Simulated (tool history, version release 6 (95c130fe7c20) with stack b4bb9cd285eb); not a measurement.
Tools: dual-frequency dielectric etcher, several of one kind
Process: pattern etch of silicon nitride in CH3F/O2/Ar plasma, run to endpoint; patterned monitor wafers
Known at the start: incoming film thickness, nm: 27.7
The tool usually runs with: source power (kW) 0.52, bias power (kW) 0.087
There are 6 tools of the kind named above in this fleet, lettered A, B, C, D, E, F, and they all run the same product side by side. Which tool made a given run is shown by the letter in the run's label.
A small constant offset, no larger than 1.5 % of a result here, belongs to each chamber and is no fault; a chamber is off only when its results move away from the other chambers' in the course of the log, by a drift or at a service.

| run | hour | source power (kW) | bias power (kW) | endpoint time (s) |
|---|---|---|---|---|
| 1C | 7.8 | 0.52 | 0.087 | 34.163 |
| 2A | 12.4 | 0.52 | 0.087 | 33.93 |
| 3F | 18.6 | 0.52 | 0.087 | 33.914 |
| 4E | 27.1 | 0.52 | 0.087 | 33.781 |
| 5D | 34.6 | 0.52 | 0.087 | 34.02 |
| 6B | 43 | 0.52 | 0.067 | 37.602 |
| 7E | 47.2 | 0.52 | 0.067 | 36.915 |
| 8F | 53.9 | 0.52 | 0.067 | 37.509 |
| 9B | 59.4 | 0.52 | 0.067 | 37.476 |
| 10C | 64.6 | 0.52 | 0.067 | 37.092 |
| 11A | 73.4 | 0.52 | 0.067 | 37.179 |
|  | 77.3 | chamber B: wet clean of the chamber |
| 12D | 79.3 | 0.4 | 0.106 | 35.349 |
| 13D | 84.6 | 0.4 | 0.106 | 35.245 |
| 14B | 89 | 0.4 | 0.106 | 35.365 |
| 15A | 96.6 | 0.4 | 0.106 | 34.882 |
| 16F | 100.5 | 0.4 | 0.106 | 34.951 |
| 17E | 104.7 | 0.4 | 0.106 | 34.854 |
| 18C | 110.4 | 0.52 | 0.087 | 34.391 |
| 19D | 116.5 | 0.52 | 0.087 | 34.225 |
| 20B | 125.3 | 0.52 | 0.087 | 34.392 |
| 21E | 129.3 | 0.52 | 0.087 | 33.712 |
| 22A | 135.2 | 0.52 | 0.087 | 34.074 |
| 23C | 141.8 | 0.52 | 0.087 | 34.473 |
| 24F | 148.7 | 0.52 | 0.087 | 33.925 |
| 25D | 153.2 | 0.52 | 0.087 | 34.381 |
| 26E | 158.3 | 0.52 | 0.087 | 33.919 |
| 27B | 165.2 | 0.52 | 0.087 | 34.352 |
| 28C | 172.2 | 0.52 | 0.087 | 34.639 |
| 29A | 180.2 | 0.52 | 0.087 | 34.003 |
| 30F | 185 | 0.52 | 0.087 | 34.019 |
| 31C | 190.6 | 0.52 | 0.087 | 34.802 |
|  | 196.5 | chamber F: wet clean of the chamber |
| 32F | 197.7 | 0.52 | 0.087 | 34.169 |
| 33B | 204.6 | 0.52 | 0.087 | 34.693 |
| 34D | 211.8 | 0.52 | 0.087 | 34.112 |
| 35A | 217.3 | 0.52 | 0.087 | 33.761 |
|  | 219.3 | chamber E: wet clean of the chamber |
| 36E | 221.8 | 0.52 | 0.087 | 33.981 |
| 37B | 230.2 | 0.52 | 0.087 | 34.324 |

Predict what each chamber gives when all 6 of them run the settings below next.
| 38A | 236.6 | 0.52 | 0.087 | ? |
| 38B | 236.6 | 0.52 | 0.087 | ? |
| 38C | 236.6 | 0.52 | 0.087 | ? |
| 38D | 236.6 | 0.52 | 0.087 | ? |
| 38E | 236.6 | 0.52 | 0.087 | ? |
| 38F | 236.6 | 0.52 | 0.087 | ? |

| run | endpoint time (s) |
|---|---|
| 38A | 33.856 |
| 38B | 34.518 |
| 38C | 34.702 |
| 38D | 34.242 |
| 38E | 33.741 |
| 38F | 33.985 |
